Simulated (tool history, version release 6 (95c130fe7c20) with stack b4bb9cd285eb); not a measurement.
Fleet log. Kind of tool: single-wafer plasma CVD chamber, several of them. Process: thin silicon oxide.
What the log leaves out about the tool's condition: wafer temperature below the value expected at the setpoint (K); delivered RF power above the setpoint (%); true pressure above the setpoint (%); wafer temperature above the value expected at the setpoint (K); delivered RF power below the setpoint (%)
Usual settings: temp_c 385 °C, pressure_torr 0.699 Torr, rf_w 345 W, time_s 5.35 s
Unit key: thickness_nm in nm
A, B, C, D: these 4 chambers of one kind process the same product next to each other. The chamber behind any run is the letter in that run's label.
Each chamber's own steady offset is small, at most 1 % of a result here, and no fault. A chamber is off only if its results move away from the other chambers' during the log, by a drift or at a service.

run,day,temp_c,pressure_torr,rf_w,time_s,hours since the last thermocouple change,hours since the last RF generator calibration,hours since the last manometer calibration,"read-back reference wafer on the same gauge, thickness_nm",thickness_nm
1D,0.088,385,0.699,345,5.35,486.2,605.7,457.3,10.263,9.1236
2A,0.275,385,0.699,345,5.35,1265.4,1134.2,1055.7,10.265,9.2474
3B,0.446,385,0.699,345,5.35,154.4,59.5,758.7,10.260,9.2397
4C,0.608,385,0.699,345,5.35,409.1,788.2,1149.0,10.272,9.1354
5A,0.733,385,0.699,345,5.35,1276.4,1145.2,1066.7,10.267,9.2654
6C,0.879,385,0.699,345,5.35,415.6,794.7,1155.5,10.273,9.1028
7B,1.033,385,0.699,345,5.35,168.5,73.6,772.8,10.277,9.2854
8D,1.183,385,0.699,345,5.35,512.5,632.0,483.6,10.278,9.1561
9C,1.300,385,0.699,345,5.35,425.7,804.8,1165.6,10.280,9.1350
# day 1.375: chamber C: RF generator calibrated
10D,1.462,385,0.699,345,5.35,519.2,638.7,490.3,10.285,9.1465
11A,1.629,385,0.699,345,5.35,1297.9,1166.7,1088.2,10.282,9.2534
12B,1.762,385,0.699,345,5.35,186.0,91.1,790.3,10.284,9.2712
13C,1.879,385,0.699,345,5.35,439.6,12.1,1179.5,10.288,9.1512
14A,2.079,385,0.699,345,5.35,1308.7,1177.5,1099.0,10.294,9.2679
15D,2.167,385,0.699,345,5.35,536.1,655.6,507.2,10.289,9.1830
16B,2.312,385,0.699,345,5.35,199.2,104.3,803.5,10.293,9.3064
17C,2.479,385,0.699,345,5.35,454.0,26.5,1193.9,10.300,9.1656
18B,2.662,385,0.699,345,5.35,207.6,112.7,811.9,10.307,9.3249
19A,2.758,385,0.699,345,5.35,1325.0,1193.8,1115.3,10.298,9.2693
20D,2.929,385,0.699,345,5.35,554.4,673.9,525.5,10.303,9.1837
21A,3.083,385,0.699,345,5.35,1332.8,1201.6,1123.1,10.305,9.2716
22B,3.212,385,0.699,345,5.35,220.8,125.9,825.1,10.312,9.2740
23D,3.388,371,0.576,345,5.35,565.4,684.9,536.5,10.305,7.5214
24C,3.546,371,0.576,345,5.35,479.6,52.1,1219.5,10.313,7.5471
25C,3.633,371,0.576,345,5.35,481.7,54.2,1221.6,10.316,7.5495
26A,3.817,371,0.576,345,5.35,1350.4,1219.2,1140.7,10.319,7.5873
27D,3.962,385,0.699,345,5.35,579.2,698.7,550.3,10.319,9.1640
28B,4.112,374,0.699,290,5.35,242.4,147.5,846.7,10.322,8.7559
29A,4.225,374,0.699,290,5.35,1360.2,1229.0,1150.5,10.321,8.7293
30D,4.396,374,0.699,290,5.35,589.6,709.1,560.7,10.325,8.6292
31B,4.538,374,0.699,290,5.35,252.6,157.7,856.9,10.332,8.7434

The same settings go to every chamber for the next run, one line per chamber below. Forecast the results for each:
32A,4.679,385,0.699,345,5.35,,,,,?
32B,4.679,385,0.699,345,5.35,,,,,?
32C,4.679,385,0.699,345,5.35,,,,,?
32D,4.679,385,0.699,345,5.35,,,,,?

run,thickness_nm
32A,9.3029
32B,9.3180
32C,9.1639
32D,9.1759

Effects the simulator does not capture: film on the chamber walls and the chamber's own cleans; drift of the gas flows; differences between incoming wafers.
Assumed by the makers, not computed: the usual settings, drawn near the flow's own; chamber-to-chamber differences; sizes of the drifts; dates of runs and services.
